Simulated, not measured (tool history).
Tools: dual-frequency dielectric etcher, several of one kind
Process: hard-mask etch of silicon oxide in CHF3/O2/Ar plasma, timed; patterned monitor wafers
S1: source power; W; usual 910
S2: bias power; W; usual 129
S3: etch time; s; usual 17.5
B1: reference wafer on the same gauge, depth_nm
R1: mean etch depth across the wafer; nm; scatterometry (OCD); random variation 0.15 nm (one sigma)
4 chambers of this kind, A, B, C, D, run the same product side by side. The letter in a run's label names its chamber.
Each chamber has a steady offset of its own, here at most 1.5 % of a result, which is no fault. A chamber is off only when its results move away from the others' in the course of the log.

Run 1C, hour 6.8: usual settings; B1 34.194. Result: R1 36.682 nm.
Run 2D, hour 17.3: usual settings; B1 34.238. Result: R1 36.31 nm.
At hour 17.6: chamber D: wet clean of the chamber.
At hour 25: chamber C: wet clean of the chamber.
Run 3A, hour 31.1: usual settings; B1 34.206. Result: R1 37.121 nm.
At hour 42: chamber B: wet clean of the chamber.
Run 4B, hour 43.6: usual settings; B1 34.201. Result: R1 36.792 nm.
Run 5D, hour 51.6: usual settings; B1 34.187. Result: R1 36.447 nm.
Run 6A, hour 66.4: usual settings; B1 34.16. Result: R1 36.924 nm.
Run 7C, hour 75.3: usual settings; B1 34.203. Result: R1 36.492 nm.
Run 8B, hour 89.5: usual settings; B1 34.195. Result: R1 36.871 nm.
Run 9B, hour 97.7: usual settings; B1 34.163. Result: R1 37.046 nm.
Run 10D, hour 107.5: usual settings but S1 720 W, S2 111 W; B1 34.185. Result: R1 31.822 nm.
Run 11A, hour 115.2: usual settings but S1 720 W, S2 111 W; B1 34.21. Result: R1 32.222 nm.
Run 12C, hour 126.8: usual settings but S1 720 W, S2 111 W; B1 34.234. Result: R1 31.952 nm.
Run 13C, hour 139.1: usual settings but S1 720 W, S2 111 W; B1 34.242. Result: R1 31.748 nm.
Run 14D, hour 151.6: usual settings; B1 34.222. Result: R1 36.347 nm.
Run 15B, hour 159.8: usual settings; B1 34.202. Result: R1 37.113 nm.
Run 16A, hour 172.4: usual settings; B1 34.181. Result: R1 36.995 nm.
Run 17C, hour 182.1: usual settings; B1 34.182. Result: R1 36.376 nm.
Run 18D, hour 195.3: usual settings; B1 34.196. Result: R1 36.438 nm.
Run 19A, hour 206.1: usual settings; B1 34.179. Result: R1 37.052 nm.
Run 20B, hour 221.2: usual settings; B1 34.182. Result: R1 36.939 nm.
Run 21C, hour 235.7: usual settings; B1 34.157. Result: R1 36.373 nm.
Run 22D, hour 248.6: usual settings but S2 157 W, S3 14.5 s; B1 34.193. Result: R1 31.914 nm.
Run 23A, hour 263.5: usual settings but S2 157 W, S3 14.5 s; B1 34.185. Result: R1 32.625 nm.
Run 24B, hour 272.9: usual settings but S2 157 W, S3 14.5 s; B1 34.171. Result: R1 32.468 nm.
Run 25C, hour 286.7: usual settings but S2 157 W, S3 14.5 s; B1 34.187. Result: R1 31.954 nm.
Run 26B, hour 296.3: usual settings; B1 34.21. Result: R1 36.848 nm.
Run 27D, hour 307.3: usual settings; B1 34.206. Result: R1 36.285 nm.
Run 28A, hour 317.9: usual settings; B1 34.209. Result: R1 37.212 nm.
Run 29D, hour 332.3: usual settings; B1 34.21. Result: R1 36.037 nm.
At hour 337.7: chamber C: source power generator calibrated.
Run 30C, hour 339.3: usual settings; B1 34.181. Result: R1 36.409 nm.
Run 31B, hour 354.7: usual settings; B1 34.194. Result: R1 36.822 nm.
Run 32A, hour 367.1: usual settings but S1 730 W; B1 34.217. Result: R1 33.94 nm.
Run 33C, hour 379.5: usual settings but S1 730 W; B1 34.235. Result: R1 33.62 nm.
Run 34D, hour 390.5: usual settings but S1 730 W; B1 34.193. Result: R1 33.473 nm.
Run 35B, hour 397.4: usual settings but S1 730 W; B1 34.187. Result: R1 34.007 nm.
Run 36A, hour 410.2: usual settings; B1 34.172. Result: R1 36.904 nm.
Run 37D, hour 420.4: usual settings but S2 106 W; B1 34.21. Result: R1 34.202 nm.
At hour 428.9: chamber B: wet clean of the chamber.
Run 38B, hour 434.7: usual settings but S2 106 W; B1 34.187. Result: R1 34.689 nm.

All 4 chambers run these settings next. Forecast each chamber's results:
Run 39A, hour 445.8: usual settings. Result: R1 ?.
Run 39B, hour 445.8: usual settings. Result: R1 ?.
Run 39C, hour 445.8: usual settings. Result: R1 ?.
Run 39D, hour 445.8: usual settings. Result: R1 ?.

run      R1
39A   37.31
39B  37.028
39C  36.642
39D  36.311
